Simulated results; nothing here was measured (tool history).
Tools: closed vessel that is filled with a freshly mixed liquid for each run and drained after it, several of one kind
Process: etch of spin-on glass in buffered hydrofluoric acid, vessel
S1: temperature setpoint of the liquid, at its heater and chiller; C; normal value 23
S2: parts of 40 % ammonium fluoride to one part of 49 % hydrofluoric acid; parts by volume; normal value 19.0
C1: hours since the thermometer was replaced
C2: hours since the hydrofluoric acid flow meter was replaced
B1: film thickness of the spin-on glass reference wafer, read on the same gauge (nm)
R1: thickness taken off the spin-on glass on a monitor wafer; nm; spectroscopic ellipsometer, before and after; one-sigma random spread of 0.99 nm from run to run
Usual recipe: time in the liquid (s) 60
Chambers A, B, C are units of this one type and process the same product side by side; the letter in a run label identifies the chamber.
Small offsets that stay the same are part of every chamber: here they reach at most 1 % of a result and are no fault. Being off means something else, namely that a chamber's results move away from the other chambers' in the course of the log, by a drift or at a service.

run 1B day=0.325 | S1=23 S2=19.0 time_in_the_liquid_(s)=60 | C1=861.4 C2=437.0 | B1=49.993 | R1=110.690
run 2A day=0.821 | S1=23 S2=19.0 time_in_the_liquid_(s)=60 | C1=276.5 C2=577.8 | B1=50.004 | R1=112.360
run 3C day=1.150 | S1=23 S2=19.0 time_in_the_liquid_(s)=60 | C1=932.9 C2=916.1 | B1=50.025 | R1=112.980
run 4C day=1.417 | S1=23 S2=19.0 time_in_the_liquid_(s)=60 | C1=939.3 C2=922.5 | B1=50.003 | R1=111.720
run 5B day=1.846 | S1=23 S2=19.0 time_in_the_liquid_(s)=60 | C1=897.9 C2=473.5 | B1=49.996 | R1=112.130
run 6A day=2.283 | S1=23 S2=19.0 time_in_the_liquid_(s)=60 | C1=311.6 C2=612.9 | B1=50.019 | R1=111.650
run 7A day=2.708 | S1=23 S2=19.0 time_in_the_liquid_(s)=60 | C1=321.8 C2=623.1 | B1=50.002 | R1=110.290
run 8B day=3.150 | S1=23 S2=22.5 time_in_the_liquid_(s)=60 | C1=929.2 C2=504.8 | B1=50.005 | R1=96.865
run 9C day=3.617 | S1=23 S2=22.5 time_in_the_liquid_(s)=60 | C1=992.1 C2=975.3 | B1=50.004 | R1=97.556
-- day=3.821 chamber A: hydrofluoric acid flow meter replaced
run 10A day=4.129 | S1=23 S2=22.5 time_in_the_liquid_(s)=60 | C1=355.9 C2=7.4 | B1=49.989 | R1=96.679
run 11B day=4.717 | S1=23 S2=19.0 time_in_the_liquid_(s)=60 | C1=966.8 C2=542.4 | B1=50.043 | R1=113.930
-- day=4.808 chamber C: hydrofluoric acid flow meter replaced
run 12C day=5.154 | S1=23 S2=19.0 time_in_the_liquid_(s)=60 | C1=1029.0 C2=8.4 | B1=50.021 | R1=111.520
run 13A day=5.612 | S1=23 S2=19.0 time_in_the_liquid_(s)=60 | C1=391.5 C2=43.0 | B1=49.989 | R1=109.620
run 14C day=6.154 | S1=23 S2=19.0 time_in_the_liquid_(s)=60 | C1=1053.0 C2=32.4 | B1=50.006 | R1=110.970
run 15B day=6.738 | S1=23 S2=19.0 time_in_the_liquid_(s)=60 | C1=1015.3 C2=590.9 | B1=49.975 | R1=112.470
run 16A day=7.292 | S1=23 S2=19.0 time_in_the_liquid_(s)=60 | C1=431.8 C2=83.3 | B1=50.012 | R1=111.310
run 17B day=7.767 | S1=23 S2=19.0 time_in_the_liquid_(s)=60 | C1=1040.0 C2=615.6 | B1=50.019 | R1=113.510
run 18C day=8.050 | S1=23 S2=19.0 time_in_the_liquid_(s)=60 | C1=1098.5 C2=77.9 | B1=50.006 | R1=111.710
run 19C day=8.329 | S1=23 S2=19.0 time_in_the_liquid_(s)=60 | C1=1105.2 C2=84.6 | B1=49.994 | R1=111.550
run 20A day=8.746 | S1=23 S2=19.0 time_in_the_liquid_(s)=60 | C1=466.7 C2=118.2 | B1=50.008 | R1=112.310
run 21B day=9.050 | S1=23 S2=19.0 time_in_the_liquid_(s)=60 | C1=1070.8 C2=646.4 | B1=50.017 | R1=114.410
run 22C day=9.571 | S1=23 S2=19.0 time_in_the_liquid_(s)=60 | C1=1135.0 C2=114.4 | B1=50.000 | R1=111.910
run 23B day=10.008 | S1=23 S2=14.0 time_in_the_liquid_(s)=60 | C1=1093.8 C2=669.4 | B1=49.996 | R1=155.940
run 24A day=10.492 | S1=23 S2=14.0 time_in_the_liquid_(s)=60 | C1=508.6 C2=160.1 | B1=50.041 | R1=150.850
run 25A day=10.912 | S1=23 S2=14.0 time_in_the_liquid_(s)=60 | C1=518.7 C2=170.2 | B1=50.006 | R1=150.660
run 26C day=11.338 | S1=23 S2=19.0 time_in_the_liquid_(s)=60 | C1=1177.4 C2=156.8 | B1=50.014 | R1=110.880
run 27B day=11.604 | S1=23 S2=19.0 time_in_the_liquid_(s)=60 | C1=1132.1 C2=707.7 | B1=50.028 | R1=115.380
run 28B day=11.921 | S1=23 S2=19.0 time_in_the_liquid_(s)=60 | C1=1139.7 C2=715.3 | B1=49.995 | R1=114.250
run 29A day=12.288 | S1=23 S2=19.0 time_in_the_liquid_(s)=60 | C1=551.7 C2=203.2 | B1=49.966 | R1=112.060
run 30C day=12.625 | S1=23 S2=19.0 time_in_the_liquid_(s)=30 | C1=1208.3 C2=187.7 | B1=50.017 | R1=55.499
run 31B day=13.162 | S1=23 S2=19.0 time_in_the_liquid_(s)=30 | C1=1169.5 C2=745.1 | B1=49.982 | R1=56.947
run 32A day=13.717 | S1=23 S2=19.0 time_in_the_liquid_(s)=30 | C1=586.0 C2=237.5 | B1=49.992 | R1=55.009
run 33C day=14.225 | S1=23 S2=19.0 time_in_the_liquid_(s)=60 | C1=1246.7 C2=226.1 | B1=50.000 | R1=111.550
run 34A day=14.704 | S1=23 S2=19.0 time_in_the_liquid_(s)=60 | C1=609.7 C2=261.2 | B1=50.007 | R1=110.310
run 35B day=15.062 | S1=23 S2=19.0 time_in_the_liquid_(s)=60 | C1=1215.1 C2=790.7 | B1=50.019 | R1=116.460
run 36C day=15.517 | S1=23 S2=19.0 time_in_the_liquid_(s)=60 | C1=1277.7 C2=257.1 | B1=50.010 | R1=110.410
run 37C day=15.912 | S1=23 S2=19.0 time_in_the_liquid_(s)=60 | C1=1287.2 C2=266.6 | B1=49.993 | R1=110.620
run 38B day=16.429 | S1=23 S2=19.0 time_in_the_liquid_(s)=60 | C1=1247.9 C2=823.5 | B1=50.023 | R1=116.890
run 39A day=16.758 | S1=23 S2=19.0 time_in_the_liquid_(s)=60 | C1=659.0 C2=310.5 | B1=50.014 | R1=110.410
run 40A day=17.358 | S1=23 S2=26.0 time_in_the_liquid_(s)=60 | C1=673.4 C2=324.9 | B1=49.991 | R1=87.615
run 41C day=17.833 | S1=23 S2=26.0 time_in_the_liquid_(s)=60 | C1=1333.3 C2=312.7 | B1=50.019 | R1=88.623
run 42B day=18.183 | S1=23 S2=26.0 time_in_the_liquid_(s)=60 | C1=1290.0 C2=865.6 | B1=50.000 | R1=92.537
run 43C day=18.621 | S1=23 S2=12.5 time_in_the_liquid_(s)=60 | C1=1352.2 C2=331.6 | B1=50.005 | R1=166.730
run 44B day=18.942 | S1=23 S2=12.5 time_in_the_liquid_(s)=60 | C1=1308.2 C2=883.8 | B1=49.984 | R1=180.250

Each of the 3 chambers runs these same settings next. Fill in every chamber's results:
run 45A day=19.379 | S1=27 S2=19.0 time_in_the_liquid_(s)=60 | R1=?
run 45B day=19.379 | S1=27 S2=19.0 time_in_the_liquid_(s)=60 | R1=?
run 45C day=19.379 | S1=27 S2=19.0 time_in_the_liquid_(s)=60 | R1=?

run=45A R1=136.900
run=45B R1=148.050
run=45C R1=139.350
